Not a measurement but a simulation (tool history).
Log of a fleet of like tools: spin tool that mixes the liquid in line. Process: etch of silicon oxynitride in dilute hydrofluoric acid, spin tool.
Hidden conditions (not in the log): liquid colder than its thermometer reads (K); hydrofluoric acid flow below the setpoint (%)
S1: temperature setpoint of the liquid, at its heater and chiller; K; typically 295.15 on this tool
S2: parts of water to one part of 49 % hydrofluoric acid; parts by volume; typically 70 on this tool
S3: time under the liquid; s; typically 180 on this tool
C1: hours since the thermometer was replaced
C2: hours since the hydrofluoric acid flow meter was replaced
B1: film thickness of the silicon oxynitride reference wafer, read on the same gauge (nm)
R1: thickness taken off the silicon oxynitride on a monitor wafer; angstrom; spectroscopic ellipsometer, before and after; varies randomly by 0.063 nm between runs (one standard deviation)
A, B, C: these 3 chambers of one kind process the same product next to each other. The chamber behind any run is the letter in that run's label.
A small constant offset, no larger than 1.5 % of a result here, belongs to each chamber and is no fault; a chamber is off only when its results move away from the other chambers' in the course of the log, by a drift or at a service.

run   hour      S1   S2   S3      C1     C2      B1       R1
 1B   15.8  295.15   70  180   879.0   78.8  49.995   96.856
 2C   29.0  295.15   70  180  2125.8  384.5  50.007   98.368
 3A   38.0  295.15   70  180   491.7  215.9  50.013   95.945
 4C   51.3  295.15   70  180  2148.1  406.8  49.997   97.460
 5B   64.4  299.65   85  180   927.6  127.4  50.007   97.880
 6A   76.8  299.65   85  180   530.5  254.7  50.000   95.655
 7C   88.3  299.65   85  180  2185.1  443.8  50.008   98.775
 8B   98.0  295.15   70  180   961.2  161.0  49.991   96.982
 9A  113.6  299.15   70  260   567.3  291.5  49.993  165.920
10C  129.6  299.15   70  260  2226.4  485.1  49.998  171.830
11B  141.7  299.15   70  260  1004.9  204.7  49.995  167.750
     145.7  -- chamber C: thermometer replaced
12A  153.6  295.15   70  180   607.3  331.5  49.981   93.103
13C  161.4  295.15   70  180    15.8  516.9  50.010   97.438
14B  173.7  295.15   70  180  1036.9  236.7  50.021   97.663
15A  183.3  295.15  100  120   637.0  361.2  49.992   41.647
16C  197.7  295.15  100  120    52.1  553.2  49.982   44.833
17B  209.7  295.15  100  120  1072.9  272.7  49.986   44.294
18A  221.7  295.15   70  180   675.4  399.6  49.994   93.136
19C  235.7  295.15   70  180    90.1  591.2  49.982   97.167
20A  245.7  295.15   70  180   699.4  423.6  50.009   92.450
21B  254.1  295.15   70  180  1117.3  317.1  49.993   96.787
22A  262.5  295.15   70  180   716.2  440.4  50.000   92.980
23B  277.1  295.15   70  180  1140.3  340.1  49.993   96.339
24C  285.8  295.15   70  180   140.2  641.3  50.010   98.039
25B  299.7  295.15   70  180  1162.9  362.7  50.021   95.788
26A  313.1  295.15   70  180   766.8  491.0  50.001   89.930
27C  324.8  295.15   70  180   179.2  680.3  49.998   96.516
28B  332.2  295.15   70  180  1195.4  395.2  50.008   96.870
29A  341.8  295.15   70  180   795.5  519.7  49.993   90.466
30C  356.0  295.15   70  180   210.4  711.5  50.003   96.314
31A  363.0  295.15   85  260   816.7  540.9  50.006  104.530
32B  372.0  295.15   85  260  1235.2  435.0  49.998  112.930

All chambers now run identical settings, listed one chamber a line with results as question marks. What results will each chamber show?
33A  383.7  295.15  70  180               ?
33B  383.7  295.15  70  180               ?
33C  383.7  295.15  70  180               ?

run      R1
33A  90.059
33B  95.920
33C  97.795

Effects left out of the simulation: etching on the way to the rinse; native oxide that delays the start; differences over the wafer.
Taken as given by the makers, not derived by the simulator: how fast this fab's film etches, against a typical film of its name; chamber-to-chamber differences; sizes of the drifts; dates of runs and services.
